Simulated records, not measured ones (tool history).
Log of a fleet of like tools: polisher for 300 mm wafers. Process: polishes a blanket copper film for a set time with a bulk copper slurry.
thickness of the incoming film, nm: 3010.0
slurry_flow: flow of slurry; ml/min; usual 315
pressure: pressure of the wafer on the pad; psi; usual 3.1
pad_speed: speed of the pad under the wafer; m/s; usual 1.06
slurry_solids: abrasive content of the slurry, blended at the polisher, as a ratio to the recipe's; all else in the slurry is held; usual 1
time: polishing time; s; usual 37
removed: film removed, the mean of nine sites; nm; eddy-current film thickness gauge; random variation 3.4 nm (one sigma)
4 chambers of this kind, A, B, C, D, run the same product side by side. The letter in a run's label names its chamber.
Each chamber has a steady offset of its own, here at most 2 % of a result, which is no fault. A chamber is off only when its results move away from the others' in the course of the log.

run    day  slurry_flow  pressure  pad_speed  slurry_solids  time  removed
 1B  0.258          315       3.1       1.06              1    37   467.83
     0.329  -- chamber B: slurry nozzle cleaned
 2D  0.538          315       3.1       1.06              1    37   464.55
     0.596  -- chamber B: worn pad replaced by a new one
 3C  0.762          315       3.1       1.06              1    37   471.68
     0.821  -- chamber D: worn pad replaced by a new one
 4A  1.154          315       3.1       1.06              1    37   467.71
 5D  1.379          315       3.1       1.06              1    37   461.95
 6B  1.712          315       3.1       1.06              1    37    465.2
      1.85  -- chamber A: worn pad replaced by a new one
 7A  1.917          315       2.4       1.06              1    37   359.28
 8C  2.192          315       2.4       1.06              1    37   367.56
 9C  2.388          315       2.4       1.06              1    37   367.76
     2.625  -- chamber A: slurry blender recalibrated
10A  2.642          315       2.4       1.06              1    37   360.21
11D  2.992          315       3.1       1.06              1    37   456.95
     3.025  -- chamber C: slurry blender recalibrated
     3.104  -- chamber C: worn pad replaced by a new one
     3.258  -- chamber B: slurry blender recalibrated
12B    3.4          315       3.1       1.06              1    37   467.48
13A  3.708          315       3.1       1.06              1    37   468.72
     3.938  -- chamber A: slurry nozzle cleaned
14D  3.992          315       3.1       1.06              1    33   415.22
15B  4.358          315       3.1       1.06              1    33   415.67
16C  4.771          315       3.1       1.06              1    33   411.97
     4.875  -- chamber B: worn pad replaced by a new one
17D  5.042          315       3.1       1.06              1    33   409.23
     5.388  -- chamber D: slurry blender recalibrated
18C  5.458          315       3.1       1.06              1    37   458.16
19A  5.667          315       3.1       1.06              1    37   466.29
20B  5.983          315       3.1       1.06              1    37   471.23
     6.133  -- chamber D: worn pad replaced by a new one
21C  6.217          315       3.1       1.06              1    37   459.58
     6.425  -- chamber A: worn pad replaced by a new one
22B  6.583          315       3.1       1.06              1    37   470.36
23D  6.929          315       3.1       1.06              1    37   463.08
24A  7.271          315       3.1       0.86              1    30   308.47
25A  7.667          315       3.1       0.86              1    30   304.08
26C  7.904          315       3.1       0.86              1    30   296.13
27D  8.096          315       3.1       0.86              1    30   307.25
     8.317  -- chamber C: worn pad replaced by a new one
28B  8.342          315       3.1       1.06              1    37   469.78
29B  8.758          315       3.1       1.06            0.8    37   449.24
30D  9.008          315       3.1       1.06            0.8    37   437.91
     9.012  -- chamber D: slurry nozzle cleaned
31A  9.233          315       3.1       1.06            0.8    37   448.81
32C  9.496          315       3.1       1.06            0.8    37   420.71
33A  9.725          315       3.1       1.06              1    37   465.92
34D  9.967          315       3.1       1.06              1    37   463.11

Is one chamber off against the others, does the gauge drift, or is nothing wrong? If a chamber is off, say which, and what the likeliest cause is.

Chamber C drifts away from the others.
Cause: head's pressure below its setpoint, % = 7.24.
The log may not tell that from: abrasive missing from the slurry, %.

Here are 4 candidates for chamber C's next run, each the usual settings with a change, their results left as question marks. Which one brings its results back in line with what the others give on the usual settings?
In line means no further than this from the other chambers' mean on the usual settings: removed 12 nm
35C-1  10.271          315       3.1       1.04              1    37        ?
35C-2  10.271          315       3.2        1.1              1    37        ?
35C-3  10.271          315       3.1       1.06           0.75    37        ?
35C-4  10.271          315       3.1       1.06           1.05    37        ?

The other chambers' mean on the usual settings: removed 466.2 nm
  run  removed
35C-1   429.91
35C-2   469.14
35C-3   411.48
35C-4   442.94
35C-2 brings the chamber back in line.

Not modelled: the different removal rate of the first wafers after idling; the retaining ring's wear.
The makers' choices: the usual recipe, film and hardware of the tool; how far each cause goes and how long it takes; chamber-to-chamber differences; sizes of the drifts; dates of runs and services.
